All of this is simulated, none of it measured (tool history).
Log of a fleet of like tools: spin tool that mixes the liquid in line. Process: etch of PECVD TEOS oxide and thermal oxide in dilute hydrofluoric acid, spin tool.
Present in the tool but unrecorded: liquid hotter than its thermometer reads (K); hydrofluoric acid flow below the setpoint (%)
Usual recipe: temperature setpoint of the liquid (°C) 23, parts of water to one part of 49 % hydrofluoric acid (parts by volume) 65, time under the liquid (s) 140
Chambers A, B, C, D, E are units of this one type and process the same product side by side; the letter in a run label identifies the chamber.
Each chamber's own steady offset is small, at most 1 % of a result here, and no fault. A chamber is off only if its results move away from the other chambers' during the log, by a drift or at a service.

run   hour  temperature setpoint of the liquid (°C)  parts of water to one part of 49 % hydrofluoric acid (parts by volume)  time under the liquid (s)  hours since the thermometer was replaced  hours since the hydrofluoric acid flow meter was replaced  read-back film thickness of the PECVD TEOS oxide reference wafer, read on the same gauge (nm)  read-back film thickness of the thermal oxide reference wafer, read on the same gauge (nm)  thickness taken off the PECVD TEOS oxide on a monitor wafer (Å)  thickness taken off the thermal oxide on a monitor wafer (Å)
 1C     14                                       23                                                                      65                        140                                     116.4                                                     1132.1                                                                                            150                                                                                      90.009                                                           429.49                                                        101.92
 2D   22.3                                       23                                                                      65                        140                                     406.5                                                      576.9                                                                                         149.99                                                                                      89.996                                                           431.55                                                        100.58
 3E   31.6                                       23                                                                      65                        140                                     827.4                                                      259.8                                                                                            150                                                                                      90.009                                                           424.78                                                        99.424
 4A   41.6                                       23                                                                      65                        140                                    1308.4                                                      176.6                                                                                            150                                                                                      89.983                                                            429.4                                                        102.29
 5B   50.5                                       23                                                                      65                        140                                        83                                                      147.1                                                                                            150                                                                                      90.006                                                           429.51                                                        100.22
 6E   64.9                                       23                                                                      65                        140                                     860.7                                                      293.1                                                                                         150.01                                                                                      89.991                                                           426.57                                                        100.04
 7A     77                                       23                                                                      65                        140                                    1343.8                                                        212                                                                                            150                                                                                       90.05                                                           429.86                                                        102.57
 8C   89.1                                       23                                                                      85                        200                                     191.5                                                     1207.2                                                                                         150.01                                                                                      89.996                                                            457.8                                                        107.09
 9D   97.4                                       23                                                                      85                        200                                     481.6                                                        652                                                                                         149.98                                                                                      89.986                                                           457.55                                                        107.43
10B    105                                       23                                                                      85                        200                                     137.5                                                      201.6                                                                                         150.01                                                                                      89.973                                                           452.08                                                        107.62
11D  119.2                                       23                                                                      85                        200                                     503.4                                                      673.8                                                                                            150                                                                                      89.994                                                           455.07                                                        107.27
12A  130.2                                       23                                                                      85                        200                                      1397                                                      265.2                                                                                         150.03                                                                                       90.02                                                           455.27                                                        107.56
13E  144.9                                       23                                                                      65                        140                                     940.7                                                      373.1                                                                                         150.01                                                                                      89.986                                                           426.08                                                         99.54
14C  159.9                                       23                                                                      65                        140                                     262.3                                                       1278                                                                                         150.02                                                                                      90.008                                                           428.67                                                        101.37
15B  167.9                                       23                                                                      65                        140                                     200.4                                                      264.5                                                                                            150                                                                                      90.002                                                           425.47                                                        101.34
16C  178.1                                       23                                                                      65                        140                                     280.5                                                     1296.2                                                                                         150.01                                                                                      90.004                                                           429.12                                                         101.6
17D  186.1                                       23                                                                      65                        140                                     570.3                                                      740.7                                                                                            150                                                                                      89.988                                                           429.58                                                        101.06
18B  197.8                                       23                                                                      65                        140                                     230.3                                                      294.4                                                                                         149.98                                                                                      89.985                                                           427.55                                                        101.77
19A  206.6                                       23                                                                      65                        140                                    1473.4                                                      341.6                                                                                            150                                                                                      89.976                                                           429.51                                                        101.53
20E  217.9                                       23                                                                      65                        140                                    1013.7                                                      446.1                                                                                            150                                                                                      89.981                                                           427.57                                                        99.379
21D  228.5                                       25                                                                      85                        140                                     612.7                                                      783.1                                                                                            150                                                                                      90.001                                                           347.67                                                        80.711
     232.8  -- chamber A: hydrofluoric acid flow meter replaced
22A  241.9                                       25                                                                      85                        140                                    1508.7                                                        9.1                                                                                         150.01                                                                                      90.012                                                           346.76                                                        81.852
23E    251                                       25                                                                      85                        140                                    1046.8                                                      479.2                                                                                         149.99                                                                                      89.967                                                           345.85                                                          80.6
24C  264.9                                       25                                                                      85                        140                                     367.3                                                       1383                                                                                            150                                                                                       90.02                                                           349.84                                                        81.187
25B  279.7                                       25                                                                      85                        140                                     312.2                                                      376.3                                                                                            150                                                                                      89.974                                                            344.4                                                        81.964
26C  288.2                                       23                                                                      65                        140                                     390.6                                                     1406.3                                                                                         150.01                                                                                      89.961                                                           429.37                                                        100.53
27A  300.7                                       23                                                                      65                        140                                    1567.5                                                       67.9                                                                                         150.01                                                                                      90.002                                                            430.8                                                        101.63
28D  315.1                                       23                                                                      65                        140                                     699.3                                                      869.7                                                                                         149.99                                                                                      90.011                                                           429.06                                                        100.58
29E  323.2                                       23                                                                      65                        170                                      1119                                                      551.4                                                                                            150                                                                                      89.963                                                           516.56                                                        121.33
30B  336.5                                       23                                                                      65                        170                                       369                                                      433.1                                                                                            150                                                                                      89.997                                                            520.4                                                        123.49
31C  348.1                                       23                                                                      65                        170                                     450.5                                                     1466.2                                                                                         149.99                                                                                      89.979                                                            523.2                                                        122.42
32D  362.6                                       23                                                                      65                        170                                     746.8                                                      917.2                                                                                         149.99                                                                                      90.028                                                            519.9                                                         122.8
       370  -- chamber D: hydrofluoric acid flow meter replaced
33A  370.4                                       23                                                                      65                        170                                    1637.2                                                      137.6                                                                                         149.98                                                                                      89.985                                                           520.77                                                        122.94
34E  379.3                                       23                                                                      45                        140                                    1175.1                                                      607.5                                                                                         150.01                                                                                      89.983                                                           631.62                                                        148.97
35B  390.4                                       23                                                                      45                        140                                     422.9                                                        487                                                                                            150                                                                                      90.011                                                           637.58                                                        151.48
36B  405.4                                       23                                                                      45                        140                                     437.9                                                        502                                                                                         149.99                                                                                      90.013                                                           639.06                                                        152.33
37D  416.2                                       23                                                                      45                        140                                     800.4                                                       46.2                                                                                            150                                                                                      90.007                                                           637.03                                                        148.64
38A  425.6                                       23                                                                      45                        140                                    1692.4                                                      192.8                                                                                         149.98                                                                                      90.005                                                           638.45                                                        152.78
39E  434.7                                       23                                                                      65                        140                                    1230.5                                                      662.9                                                                                         150.02                                                                                       89.98                                                            427.7                                                        100.49

Each of the 5 chambers runs these same settings next. Fill in every chamber's results:
40A  445.5                                       23                                                                      65                        140                                                                                                                                                                                                                                                                                                                                                                ?                                                             ?
40B  445.5                                       23                                                                      65                        140                                                                                                                                                                                                                                                                                                                                                                ?                                                             ?
40C  445.5                                       23                                                                      65                        140                                                                                                                                                                                                                                                                                                                                                                ?                                                             ?
40D  445.5                                       23                                                                      65                        140                                                                                                                                                                                                                                                                                                                                                                ?                                                             ?
40E  445.5                                       23                                                                      65                        140                                                                                                                                                                                                                                                                                                                                                                ?                                                             ?

run  thickness taken off the PECVD TEOS oxide on a monitor wafer (Å)  thickness taken off the thermal oxide on a monitor wafer (Å)
40A                                                           431.29                                                        102.36
40B                                                           427.71                                                           101
40C                                                           429.35                                                        101.18
40D                                                           428.98                                                        100.82
40E                                                           425.02                                                        100.84
